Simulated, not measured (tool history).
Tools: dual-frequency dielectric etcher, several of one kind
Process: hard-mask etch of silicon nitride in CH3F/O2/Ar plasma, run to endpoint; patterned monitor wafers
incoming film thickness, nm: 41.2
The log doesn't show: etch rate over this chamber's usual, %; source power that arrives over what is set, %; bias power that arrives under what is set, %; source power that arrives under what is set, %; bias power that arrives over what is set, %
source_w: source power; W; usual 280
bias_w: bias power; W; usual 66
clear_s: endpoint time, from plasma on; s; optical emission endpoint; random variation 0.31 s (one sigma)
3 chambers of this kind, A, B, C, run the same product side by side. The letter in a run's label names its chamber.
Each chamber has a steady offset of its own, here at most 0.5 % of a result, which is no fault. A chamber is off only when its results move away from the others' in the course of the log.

run     day  source_w  bias_w  hours since the last wet clean  hours since the last source power generator calibration  hours since the last bias power generator calibration  clear_s
 1B   0.625       280      66                            98.5                                                   3163.2                                                 3098.8   70.165
 2A   1.188       280      66                            43.7                                                   3434.3                                                  192.8   70.182
      1.304  -- chamber B: bias power generator calibrated
 3C   1.750       280      66                           298.5                                                   1265.5                                                  150.1   70.390
 4B   2.262       280      66                           137.8                                                   3202.5                                                   23.1   69.907
 5C   2.833       280      66                           324.5                                                   1291.5                                                  176.1   70.337
 6A   3.129       280      66                            90.3                                                   3480.9                                                  239.4   70.789
 7C   3.546       280      73                           341.6                                                   1308.6                                                  193.2   67.793
 8A   3.925       280      73                           109.4                                                   3500.0                                                  258.5   68.002
 9B   4.492       280      73                           191.3                                                   3256.0                                                   76.6   66.807
10B   4.825       280      66                           199.3                                                   3264.0                                                   84.6   69.742
      5.204  -- chamber C: source power generator calibrated
11C   5.221       280      66                           381.8                                                      0.5                                                  233.4   70.178
12A   5.662       280      66                           151.1                                                   3541.7                                                  300.2   70.268
13C   6.200       280      66                           405.3                                                     24.0                                                  256.9   70.162
14A   6.692       280      66                           175.8                                                   3566.4                                                  324.9   71.068
15B   7.017       280      66                           251.9                                                   3316.6                                                  137.2   68.960
16A   7.500       280      66                           195.2                                                   3585.8                                                  344.3   70.747
17C   7.875       280      66                           445.5                                                     64.2                                                  297.1   70.581
      7.912  -- chamber C: wet clean of the chamber
18B   8.279       280      66                           282.2                                                   3346.9                                                  167.5   68.821
19C   8.879       280      80                            23.2                                                     88.3                                                  321.2   65.213
20A   9.446       280      80                           241.9                                                   3632.5                                                  391.0   65.701
21B  10.096       280      80                           325.8                                                   3390.5                                                  211.1   63.864
22B  10.592       280      66                           337.7                                                   3402.4                                                  223.0   68.264
23C  11.133       280      66                            77.3                                                    142.4                                                  375.3   70.859
24A  11.662       260      56                           295.1                                                   3685.7                                                  444.2   76.942
25A  12.312       260      56                           310.7                                                   3701.3                                                  459.8   76.987
26C  12.775       260      56                           116.7                                                    181.8                                                  414.7   75.911
27B  13.417       280      66                           405.5                                                   3470.2                                                  290.8   66.823
28A  14.071       280      66                           352.9                                                   3743.5                                                  502.0   70.561

What goes on in this fleet: one chamber off, a drifting gauge, or nothing beyond the chambers' own small offsets? Name the chamber and the cause, if any.

Chamber B drifts away from the others.
Cause: etch rate over this chamber's usual, % = 4.96.

Here are 4 candidates for chamber B's next run, each the usual settings with a change, their results left as question marks. Which one brings its results back in line with what the others give on the usual settings?
In line means no further than this from the other chambers' mean on the usual settings: clear_s 1.100 s
29B-1  14.542       270      65                                                                                                                                                        ?
29B-2  14.542       290      66                                                                                                                                                        ?
29B-3  14.542       250      66                                                                                                                                                        ?
29B-4  14.542       320      66                                                                                                                                                        ?

The other chambers' mean on the usual settings: clear_s 70.315 s
  run  clear_s
29B-1   68.065
29B-2   65.905
29B-3   69.706
29B-4   63.491
29B-3 brings the chamber back in line.
